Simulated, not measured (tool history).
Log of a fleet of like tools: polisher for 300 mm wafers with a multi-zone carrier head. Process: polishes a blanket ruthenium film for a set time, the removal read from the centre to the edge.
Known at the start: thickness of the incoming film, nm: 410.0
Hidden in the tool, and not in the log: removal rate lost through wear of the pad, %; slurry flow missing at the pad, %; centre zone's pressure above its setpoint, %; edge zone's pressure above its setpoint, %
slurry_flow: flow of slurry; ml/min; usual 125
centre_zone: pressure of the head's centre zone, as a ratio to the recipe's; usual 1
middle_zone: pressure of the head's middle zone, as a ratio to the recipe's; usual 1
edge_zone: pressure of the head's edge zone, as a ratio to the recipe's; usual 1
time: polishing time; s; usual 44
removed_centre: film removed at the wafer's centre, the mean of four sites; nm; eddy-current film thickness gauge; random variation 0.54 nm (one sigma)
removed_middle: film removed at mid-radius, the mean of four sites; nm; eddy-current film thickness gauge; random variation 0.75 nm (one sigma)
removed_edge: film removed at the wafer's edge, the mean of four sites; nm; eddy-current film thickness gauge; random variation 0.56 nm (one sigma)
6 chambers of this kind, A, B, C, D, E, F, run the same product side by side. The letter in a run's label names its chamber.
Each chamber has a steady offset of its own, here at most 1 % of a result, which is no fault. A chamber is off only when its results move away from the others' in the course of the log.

run   hour  slurry_flow  centre_zone  middle_zone  edge_zone  time  wafers polished on this pad  hours since the slurry nozzle was cleaned  hours since the centre zone pressure was calibrated  hours since the edge zone pressure was calibrated  removed_centre  removed_middle  removed_edge
       3.8  -- chamber A: worn pad replaced by a new one
       5.7  -- chamber F: worn pad replaced by a new one
 1D    6.2          125            1            1          1    44                          602                                      310.3                                                  797                                              926.3          64.541           65.45        64.089
      13.8  -- chamber C: worn pad replaced by a new one
 2E   17.2          125            1            1          1    44                          298                                       58.7                                                535.5                                               48.3          65.052          64.571        64.662
 3F   24.6          125            1            1          1    44                          238                                        292                                                387.5                                              972.3          64.488          64.639         64.29
 4A   30.6          125            1            1          1    44                          336                                      601.9                                                345.6                                             1218.4           63.42          64.197        64.614
 5B   38.2          125            1            1          1    44                          567                                      348.3                                                713.2                                              876.6          65.161          64.293        64.651
      42.9  -- chamber D: worn pad replaced by a new one
      46.3  -- chamber C: slurry nozzle cleaned
 6C   49.2          125            1            1          1    44                          445                                          3                                                152.8                                               63.8          64.494          64.935         65.79
      54.1  -- chamber D: slurry nozzle cleaned
 7A   55.6          125            1            1          1    44                          650                                      626.9                                                370.6                                             1243.4           64.07           64.33        64.233
      63.2  -- chamber B: worn pad replaced by a new one
 8C   64.1          125            1            1          1    44                          632                                       17.9                                                167.7                                               78.7          64.471           64.94        64.511
      65.2  -- chamber A: worn pad replaced by a new one
      68.8  -- chamber F: worn pad replaced by a new one
 9D   70.6          125            1            1          1    44                          347                                       16.5                                                861.4                                              990.7          63.935          63.423        65.403
      76.6  -- chamber B: centre zone pressure recalibrated
10E   78.6          125            1            1          1    44                         1069                                      120.1                                                596.9                                              109.7          64.208          64.921        63.912
11B   85.1          125            1            1          1    44                          275                                      395.2                                                  8.6                                              923.5          64.551          64.396        64.403
12F   94.2          125            1            1          1    44                          319                                      361.6                                                457.1                                             1041.9          65.087          64.869        65.545
      95.5  -- chamber A: edge zone pressure recalibrated
13B  102.2          125            1            1          1    44                          490                                      412.3                                                 25.7                                              940.6          64.714          64.579        63.782
14A  112.9          125            1            1          1    44                          599                                      684.2                                                427.9                                               17.5          64.903          64.392        64.159
     113.6  -- chamber C: worn pad replaced by a new one
     116.9  -- chamber E: worn pad replaced by a new one
15C  125.3          125            1            1          1    44                          147                                       79.1                                                228.9                                              139.9           64.51          66.709        65.029
     127.7  -- chamber D: worn pad replaced by a new one
     130.2  -- chamber B: worn pad replaced by a new one
       132  -- chamber F: worn pad replaced by a new one
     133.2  -- chamber A: worn pad replaced by a new one
16E  133.3          125            1            1          1    44                          206                                      174.8                                                651.6                                              164.4          64.201           63.96        64.157
17F  141.7          125            1            1          1    44                          121                                      409.1                                                504.6                                             1089.4           64.42          65.394        64.337
18D  154.2          125            1          1.1          1    44                          332                                      100.1                                                  945                                             1074.3           65.02          71.895        64.687
     161.6  -- chamber F: slurry nozzle cleaned
19C  162.4          125            1          1.1          1    44                          613                                      116.2                                                  266                                                177          66.213          69.899        65.028
     168.6  -- chamber F: centre zone pressure recalibrated
20E  169.5          125            1          1.1          1    44                          660                                        211                                                687.8                                              200.6          63.902          71.076        64.428
21A  177.5          125            1          1.1          1    44                          556                                      748.8                                                492.5                                               82.1          64.771          69.948        63.887
22F  186.1          125            1          1.1          1    44                          679                                       24.6                                                 17.6                                             1133.8          68.124          71.188        65.077
23D    198          125            1          1.1          1    44                          882                                      143.9                                                988.8                                             1118.1           64.55          70.153        63.574
     198.7  -- chamber A: worn pad replaced by a new one
     198.8  -- chamber B: worn pad replaced by a new one
     205.8  -- chamber A: centre zone pressure recalibrated
     206.6  -- chamber A: slurry nozzle cleaned
24B  206.7          125            1            1          1    44                           99                                      516.8                                                130.2                                             1045.1          64.257          64.046        64.616
     206.9  -- chamber F: worn pad replaced by a new one
     213.9  -- chamber D: worn pad replaced by a new one
25C  216.5          125            1            1          1    44                         1292                                      170.3                                                320.1                                              231.1          64.692           64.62        63.803
     218.2  -- chamber C: worn pad replaced by a new one
26F  223.3           85            1            1          1    44                          206                                       61.8                                                 54.8                                               1171          61.059          58.735        60.899
     231.3  -- chamber E: worn pad replaced by a new one
27E  235.9           85            1            1          1    44                           58                                      277.4                                                754.2                                                267          57.472          58.202        60.575
28B  244.5           85            1            1          1    44                          574                                      554.6                                                  168                                             1082.9          56.823          58.531        59.675
29A  253.7           85            1            1          1    44                          691                                       47.2                                                 47.9                                              158.3          57.411          58.121        60.327
     254.7  -- chamber D: centre zone pressure recalibrated
     259.3  -- chamber B: worn pad replaced by a new one
30D  259.5           85            1            1          1    44                          573                                      205.4                                                  4.9                                             1179.6           57.48          58.103         60.08
31C  268.1           85            1            1          1    44                          626                                      221.9                                                371.7                                              282.7          57.438          58.404        59.638
     269.7  -- chamber F: worn pad replaced by a new one
     275.2  -- chamber A: worn pad replaced by a new one
     279.9  -- chamber D: edge zone pressure recalibrated
32D  280.6          125            1            1          1    44                          838                                      226.5                                                   26                                                0.8          64.446          63.368        64.077
     285.9  -- chamber D: worn pad replaced by a new one
33F  287.3          125            1            1          1    44                          221                                      125.8                                                118.8                                               1235          68.627          65.538         63.97
34A    293          125            1            1          1    44                          223                                       86.5                                                 87.2                                              197.6          64.278          64.835         64.66
35B  305.2          125            1            1          1    44                          577                                      615.3                                                228.7                                             1143.6          64.973          64.052        64.126
36E  313.8          125            1            1          1    44                         1035                                      355.3                                                832.1                                              344.9          64.853          64.058         64.66
37E  323.1          125            1            1          1    44                         1152                                      364.6                                                841.4                                              354.2          64.373          65.336        64.516
     335.4  -- chamber A: worn pad replaced by a new one
38F  335.8          125            1            1          1    44                          830                                      174.3                                                167.3                                             1283.5          68.566          64.301        64.444
39D  342.9          125            1            1          1    44                          716                                      288.8                                                 88.3                                               63.1          63.545          64.717        63.928
40A  348.6          125            1            1          1    44                          166                                      142.1                                                142.8                                              253.2          63.644          64.767        64.504

Next, every chamber runs the same settings. What will each give?
41A   358          125            1            1          1    44                                                                                                                                                                                               ?               ?             ?
41B   358          125            1            1          1    44                                                                                                                                                                                               ?               ?             ?
41C   358          125            1            1          1    44                                                                                                                                                                                               ?               ?             ?
41D   358          125            1            1          1    44                                                                                                                                                                                               ?               ?             ?
41E   358          125            1            1          1    44                                                                                                                                                                                               ?               ?             ?
41F   358          125            1            1          1    44                                                                                                                                                                                               ?               ?             ?

run  removed_centre  removed_middle  removed_edge
41A          63.754          64.895        64.841
41B          64.436          64.719        64.229
41C          63.986          65.212        63.326
41D          64.764          64.017        63.844
41E          65.046          64.136        64.704
41F          67.658          64.203        64.197
